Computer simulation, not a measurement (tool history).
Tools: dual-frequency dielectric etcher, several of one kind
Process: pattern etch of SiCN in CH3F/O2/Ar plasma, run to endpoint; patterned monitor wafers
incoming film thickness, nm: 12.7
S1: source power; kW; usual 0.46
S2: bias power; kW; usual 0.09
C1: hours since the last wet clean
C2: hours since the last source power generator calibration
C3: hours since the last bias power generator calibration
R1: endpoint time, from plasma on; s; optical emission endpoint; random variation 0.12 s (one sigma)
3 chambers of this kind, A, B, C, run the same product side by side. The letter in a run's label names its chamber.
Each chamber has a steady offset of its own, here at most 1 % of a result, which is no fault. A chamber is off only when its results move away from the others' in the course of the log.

Run 1A, day 0.212: usual settings; C1 333.2; C2 1668.6; C3 1836. Result: R1 29.463 s.
Run 2C, day 0.45: usual settings; C1 294.6; C2 4040.3; C3 322.8. Result: R1 29.583 s.
Run 3B, day 0.696: usual settings; C1 232.6; C2 202.8; C3 3241.4. Result: R1 29.828 s.
Run 4A, day 0.896: usual settings; C1 349.6; C2 1685; C3 1852.4. Result: R1 29.478 s.
Run 5B, day 1.133: usual settings; C1 243.1; C2 213.3; C3 3251.9. Result: R1 29.69 s.
Run 6C, day 1.271: usual settings but S1 0.35 kW, S2 0.11 kW; C1 314.3; C2 4060; C3 342.5. Result: R1 30.597 s.
Run 7C, day 1.521: usual settings but S1 0.35 kW, S2 0.11 kW; C1 320.3; C2 4066; C3 348.5. Result: R1 30.472 s.
Run 8A, day 1.658: usual settings but S1 0.35 kW, S2 0.11 kW; C1 367.9; C2 1703.3; C3 1870.7. Result: R1 30.327 s.
Run 9B, day 1.862: usual settings; C1 260.6; C2 230.8; C3 3269.4. Result: R1 29.701 s.
At day 1.975: chamber A: wet clean of the chamber.
Run 10A, day 2.004: usual settings; C1 0.7; C2 1711.6; C3 1879. Result: R1 28.716 s.
Run 11C, day 2.275: usual settings; C1 338.4; C2 4084.1; C3 366.6. Result: R1 29.579 s.
Run 12B, day 2.425: usual settings; C1 274.1; C2 244.3; C3 3282.9. Result: R1 29.425 s.
Run 13A, day 2.662: usual settings; C1 16.5; C2 1727.4; C3 1894.8. Result: R1 28.641 s.
Run 14C, day 2.912: usual settings but S2 0.079 kW; C1 353.7; C2 4099.4; C3 381.9. Result: R1 30.961 s.
Run 15B, day 3.129: usual settings but S2 0.079 kW; C1 291; C2 261.2; C3 3299.8. Result: R1 30.977 s.
Run 16A, day 3.279: usual settings but S2 0.079 kW; C1 31.3; C2 1742.2; C3 1909.6. Result: R1 30.134 s.
Run 17B, day 3.512: usual settings; C1 300.2; C2 270.4; C3 3309. Result: R1 29.801 s.
Run 18C, day 3.804: usual settings; C1 375.1; C2 4120.8; C3 403.3. Result: R1 29.45 s.
Run 19B, day 4.017: usual settings; C1 312.3; C2 282.5; C3 3321.1. Result: R1 29.658 s.
Run 20A, day 4.308: usual settings; C1 56; C2 1766.9; C3 1934.3. Result: R1 28.833 s.
Run 21C, day 4.575: usual settings; C1 393.6; C2 4139.3; C3 421.8. Result: R1 29.425 s.
Run 22C, day 4.8: usual settings; C1 399; C2 4144.7; C3 427.2. Result: R1 29.447 s.

All 3 chambers run these settings next. Forecast each chamber's results:
Run 23A, day 5.012: usual settings. Result: R1 ?.
Run 23B, day 5.012: usual settings. Result: R1 ?.
Run 23C, day 5.012: usual settings. Result: R1 ?.

run      R1
23A  28.696
23B  29.643
23C   29.68
